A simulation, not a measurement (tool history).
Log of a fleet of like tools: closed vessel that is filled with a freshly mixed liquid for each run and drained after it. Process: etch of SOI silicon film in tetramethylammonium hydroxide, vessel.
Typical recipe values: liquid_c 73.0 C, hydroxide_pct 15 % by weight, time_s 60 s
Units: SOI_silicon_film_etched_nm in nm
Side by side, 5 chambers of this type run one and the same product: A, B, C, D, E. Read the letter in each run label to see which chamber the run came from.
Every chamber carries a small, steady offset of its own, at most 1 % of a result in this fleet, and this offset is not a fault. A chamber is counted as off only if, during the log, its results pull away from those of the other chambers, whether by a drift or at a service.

run	hour	liquid_c	hydroxide_pct	time_s	read-back film thickness of the SOI silicon film reference wafer, read on the same gauge (nm)	SOI_silicon_film_etched_nm
1A	5.3	73.0	15	60	89.985	405.01
2D	9.8	73.0	15	60	90.026	409.12
3C	15.7	73.0	15	60	90.006	407.79
4B	23.3	73.0	15	60	89.992	398.87
5E	30.1	73.0	15	60	89.994	414.12
# hour 32.6: chamber B: hydroxide flow meter replaced
6E	36.5	73.0	18	60	90.003	385.05
7A	43.2	73.0	18	60	90.018	385.55
8C	49.9	73.0	18	60	89.976	379.83
9D	55.1	73.0	18	60	90.017	378.93
10B	64.2	73.0	18	60	89.985	381.52
11B	68.5	73.0	15	60	89.968	404.53
12A	78.0	73.0	15	60	90.020	413.05
13D	83.4	73.0	15	60	90.008	407.86
14C	93.0	81.0	15	60	89.969	644.06
15E	101.9	81.0	15	60	90.004	637.69
16C	110.4	81.0	15	60	90.036	635.28
17A	120.0	81.0	15	60	89.980	637.63
18B	124.4	81.0	15	60	89.994	647.23
19D	129.0	73.0	15	60	89.996	407.20
20E	138.7	73.0	15	60	90.023	413.10
21E	147.0	73.0	15	60	90.001	403.78
22D	151.7	73.0	15	60	90.005	405.78
23B	160.4	80.5	15	50	89.967	510.85
24C	168.2	80.5	15	50	89.968	522.68
25A	173.7	80.5	15	50	89.995	521.60
26E	182.9	80.5	15	50	90.024	516.93
27D	192.0	80.5	15	50	89.986	525.53
28B	198.8	73.0	15	60	89.986	405.86
29C	206.5	73.0	15	60	90.051	406.18
30A	215.2	73.0	15	60	90.014	409.78
31E	222.7	73.0	15	60	89.960	415.10
32D	230.0	66.5	15	75	89.993	347.01

Next, every chamber runs the same settings. What will each give?
33A	237.0	73.0	15	60		?
33B	237.0	73.0	15	60		?
33C	237.0	73.0	15	60		?
33D	237.0	73.0	15	60		?
33E	237.0	73.0	15	60		?

run	SOI_silicon_film_etched_nm
33A	404.09
33B	407.36
33C	411.98
33D	410.22
33E	406.57
